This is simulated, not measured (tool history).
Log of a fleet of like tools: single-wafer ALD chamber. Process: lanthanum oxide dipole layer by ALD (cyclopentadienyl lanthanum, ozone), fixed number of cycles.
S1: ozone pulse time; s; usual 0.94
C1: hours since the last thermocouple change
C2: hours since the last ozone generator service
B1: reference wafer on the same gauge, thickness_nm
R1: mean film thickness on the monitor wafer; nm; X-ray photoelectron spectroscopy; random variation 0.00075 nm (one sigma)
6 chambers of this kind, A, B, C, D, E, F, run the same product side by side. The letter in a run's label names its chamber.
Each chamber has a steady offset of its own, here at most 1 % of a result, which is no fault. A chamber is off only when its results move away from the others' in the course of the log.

{"hour": 5.2, "done": "chamber B: thermocouple changed; heater temperature recalibrated"}
{"run": "1B", "hour": 7.6, "S1": 0.94, "C1": 2.5, "C2": 197.1, "B1": 0.3978, "R1": 0.49339}
{"run": "2E", "hour": 14.8, "S1": 0.94, "C1": 2348.8, "C2": 16.9, "B1": 0.39785, "R1": 0.48873}
{"run": "3C", "hour": 18.3, "S1": 0.94, "C1": 985.5, "C2": 984.7, "B1": 0.39772, "R1": 0.49094}
{"run": "4F", "hour": 22.1, "S1": 0.94, "C1": 513.9, "C2": 1071.7, "B1": 0.39765, "R1": 0.48716}
{"run": "5A", "hour": 26.3, "S1": 1.19, "C1": 91.8, "C2": 47.8, "B1": 0.39773, "R1": 0.52555}
{"run": "6D", "hour": 31.0, "S1": 1.19, "C1": 1542.5, "C2": 780.8, "B1": 0.39769, "R1": 0.52176}
{"run": "7A", "hour": 38.5, "S1": 1.19, "C1": 104, "C2": 60, "B1": 0.39751, "R1": 0.52616}
{"run": "8F", "hour": 43.9, "S1": 1.19, "C1": 535.7, "C2": 1093.5, "B1": 0.39769, "R1": 0.52358}
{"run": "9D", "hour": 48.0, "S1": 1.19, "C1": 1559.5, "C2": 797.8, "B1": 0.39729, "R1": 0.52245}
{"run": "10B", "hour": 55.0, "S1": 1.19, "C1": 49.9, "C2": 244.5, "B1": 0.39747, "R1": 0.52798}
{"run": "11E", "hour": 60.3, "S1": 0.94, "C1": 2394.3, "C2": 62.4, "B1": 0.39739, "R1": 0.48792}
{"run": "12C", "hour": 63.6, "S1": 0.94, "C1": 1030.8, "C2": 1030, "B1": 0.3971, "R1": 0.491}
{"run": "13C", "hour": 68.9, "S1": 0.94, "C1": 1036.1, "C2": 1035.3, "B1": 0.39743, "R1": 0.49074}
{"run": "14A", "hour": 73.9, "S1": 0.94, "C1": 139.4, "C2": 95.4, "B1": 0.3973, "R1": 0.49088}
{"run": "15D", "hour": 81.4, "S1": 0.94, "C1": 1592.9, "C2": 831.2, "B1": 0.39724, "R1": 0.48819}
{"run": "16E", "hour": 85.6, "S1": 0.94, "C1": 2419.6, "C2": 87.7, "B1": 0.397, "R1": 0.48876}
{"run": "17F", "hour": 89.2, "S1": 0.94, "C1": 581, "C2": 1138.8, "B1": 0.39688, "R1": 0.48789}
{"run": "18B", "hour": 93.7, "S1": 0.94, "C1": 88.6, "C2": 283.2, "B1": 0.39681, "R1": 0.49229}
{"run": "19B", "hour": 100.5, "S1": 0.94, "C1": 95.4, "C2": 290, "B1": 0.39686, "R1": 0.4926}
{"run": "20E", "hour": 105.9, "S1": 0.94, "C1": 2439.9, "C2": 108, "B1": 0.3967, "R1": 0.48798}
{"run": "21C", "hour": 110.7, "S1": 0.94, "C1": 1077.9, "C2": 1077.1, "B1": 0.39682, "R1": 0.49029}
{"run": "22F", "hour": 117.5, "S1": 0.94, "C1": 609.3, "C2": 1167.1, "B1": 0.39665, "R1": 0.48681}
{"run": "23D", "hour": 124.0, "S1": 0.94, "C1": 1635.5, "C2": 873.8, "B1": 0.39668, "R1": 0.48832}
{"run": "24A", "hour": 129.8, "S1": 0.94, "C1": 195.3, "C2": 151.3, "B1": 0.39647, "R1": 0.48998}
{"run": "25A", "hour": 134.6, "S1": 0.94, "C1": 200.1, "C2": 156.1, "B1": 0.39656, "R1": 0.48868}
{"run": "26B", "hour": 140.5, "S1": 1.12, "C1": 135.4, "C2": 330, "B1": 0.39654, "R1": 0.51862}
{"run": "27C", "hour": 145.6, "S1": 1.12, "C1": 1112.8, "C2": 1112, "B1": 0.39638, "R1": 0.51643}
{"run": "28E", "hour": 153.1, "S1": 1.12, "C1": 2487.1, "C2": 155.2, "B1": 0.39636, "R1": 0.51359}
{"run": "29F", "hour": 156.4, "S1": 1.12, "C1": 648.2, "C2": 1206, "B1": 0.39618, "R1": 0.51224}
{"run": "30D", "hour": 160.0, "S1": 1.12, "C1": 1671.5, "C2": 909.8, "B1": 0.39626, "R1": 0.5132}
{"run": "31B", "hour": 163.9, "S1": 1.12, "C1": 158.8, "C2": 353.4, "B1": 0.39608, "R1": 0.51773}
{"run": "32A", "hour": 167.3, "S1": 0.76, "C1": 232.8, "C2": 188.8, "B1": 0.39615, "R1": 0.45129}
{"run": "33E", "hour": 171.7, "S1": 0.76, "C1": 2505.7, "C2": 173.8, "B1": 0.39593, "R1": 0.44857}
{"run": "34F", "hour": 176.6, "S1": 0.76, "C1": 668.4, "C2": 1226.2, "B1": 0.39625, "R1": 0.44754}
{"run": "35D", "hour": 183.6, "S1": 0.76, "C1": 1695.1, "C2": 933.4, "B1": 0.39597, "R1": 0.45092}
{"hour": 186.6, "done": "chamber E: thermocouple changed; heater temperature recalibrated"}
{"run": "36C", "hour": 189.4, "S1": 0.76, "C1": 1156.6, "C2": 1155.8, "B1": 0.39588, "R1": 0.45057}
{"run": "37C", "hour": 195.2, "S1": 0.76, "C1": 1162.4, "C2": 1161.6, "B1": 0.39595, "R1": 0.45003}
{"run": "38D", "hour": 199.1, "S1": 0.7, "C1": 1710.6, "C2": 948.9, "B1": 0.39582, "R1": 0.43573}
{"run": "39F", "hour": 203.1, "S1": 0.7, "C1": 694.9, "C2": 1252.7, "B1": 0.39586, "R1": 0.43129}
{"run": "40B", "hour": 208.8, "S1": 0.7, "C1": 203.7, "C2": 398.3, "B1": 0.39556, "R1": 0.43502}
{"run": "41E", "hour": 215.9, "S1": 0.7, "C1": 29.4, "C2": 218, "B1": 0.3954, "R1": 0.43433}

All 6 chambers run these settings next. Forecast each chamber's results:
{"run": "42A", "hour": 221.4, "S1": 0.82, "R1": "?"}
{"run": "42B", "hour": 221.4, "S1": 0.82, "R1": "?"}
{"run": "42C", "hour": 221.4, "S1": 0.82, "R1": "?"}
{"run": "42D", "hour": 221.4, "S1": 0.82, "R1": "?"}
{"run": "42E", "hour": 221.4, "S1": 0.82, "R1": "?"}
{"run": "42F", "hour": 221.4, "S1": 0.82, "R1": "?"}

run=42A R1=0.46386
run=42B R1=0.46722
run=42C R1=0.46461
run=42D R1=0.46473
run=42E R1=0.46266
run=42F R1=0.4614
